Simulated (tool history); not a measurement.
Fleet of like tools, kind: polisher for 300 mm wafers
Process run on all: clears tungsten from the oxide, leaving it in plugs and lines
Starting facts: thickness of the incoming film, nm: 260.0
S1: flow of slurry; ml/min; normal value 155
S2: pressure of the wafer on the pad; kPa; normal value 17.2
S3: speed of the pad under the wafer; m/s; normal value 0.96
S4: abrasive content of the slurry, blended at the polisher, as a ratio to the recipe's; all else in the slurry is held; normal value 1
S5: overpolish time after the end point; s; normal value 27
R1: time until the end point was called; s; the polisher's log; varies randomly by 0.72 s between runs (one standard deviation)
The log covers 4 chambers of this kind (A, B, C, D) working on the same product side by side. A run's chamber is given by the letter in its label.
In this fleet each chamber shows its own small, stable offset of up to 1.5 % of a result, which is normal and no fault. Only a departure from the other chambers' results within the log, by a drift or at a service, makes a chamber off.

run	hour	S1	S2	S3	S4	S5	R1
1B	5.7	155	17.2	0.96	1	27	87.215
2C	14.5	155	17.2	0.96	1	27	87.322
3A	24.4	155	17.2	0.96	1	27	88.670
# hour 24.7: chamber A: slurry tank refilled with fresh slurry and peroxide
# hour 31.0: chamber C: slurry tank refilled with fresh slurry and peroxide
# hour 32.5: chamber B: worn pad replaced by a new one
4D	33.1	155	17.2	0.96	1	27	86.830
# hour 41.4: chamber C: slurry blender recalibrated
# hour 43.6: chamber B: slurry tank refilled with fresh slurry and peroxide
5B	43.6	170	12.4	0.96	1	27	118.540
# hour 47.2: chamber D: slurry tank refilled with fresh slurry and peroxide
6C	48.7	170	12.4	0.96	1	27	121.370
# hour 55.1: chamber C: worn pad replaced by a new one
7A	56.5	170	12.4	0.96	1	27	121.140
8D	66.7	170	12.4	0.96	1	27	118.830
# hour 74.6: chamber A: worn pad replaced by a new one
9B	75.9	155	17.2	0.82	1	27	101.410
# hour 76.0: chamber D: head pressure recalibrated
10D	83.2	155	17.2	0.82	1	27	101.840
11C	91.5	155	17.2	0.82	1	27	100.010
12A	98.9	155	17.2	0.82	1	27	102.360
13C	106.4	195	17.2	0.72	1	27	112.180
14B	113.6	195	17.2	0.72	1	27	110.960
# hour 115.4: chamber B: worn pad replaced by a new one
15D	120.4	195	17.2	0.72	1	27	111.880
16A	125.8	195	17.2	0.72	1	27	113.890
# hour 130.9: chamber D: slurry blender recalibrated
17A	135.8	155	17.2	0.96	1	27	88.293
# hour 137.3: chamber B: slurry tank refilled with fresh slurry and peroxide
# hour 141.1: chamber D: worn pad replaced by a new one
# hour 146.0: chamber C: slurry tank refilled with fresh slurry and peroxide
18D	146.5	155	17.2	0.96	1	27	85.951
19C	155.6	155	17.2	0.96	1	27	87.194
20B	165.3	155	17.2	1.28	1	17	65.573
# hour 169.1: chamber D: slurry tank refilled with fresh slurry and peroxide
21C	176.2	155	17.2	1.28	1	17	65.633
22A	187.6	155	17.2	1.28	1	17	66.368
23B	198.2	155	17.2	1.28	1	17	65.806
24D	205.6	155	17.2	0.96	1	27	87.252

All 4 chambers run these settings next. Forecast each chamber's results:
25A	214.0	155	17.2	0.82	1	27	?
25B	214.0	155	17.2	0.82	1	27	?
25C	214.0	155	17.2	0.82	1	27	?
25D	214.0	155	17.2	0.82	1	27	?

run	R1
25A	105.910
25B	102.340
25C	101.500
25D	101.170
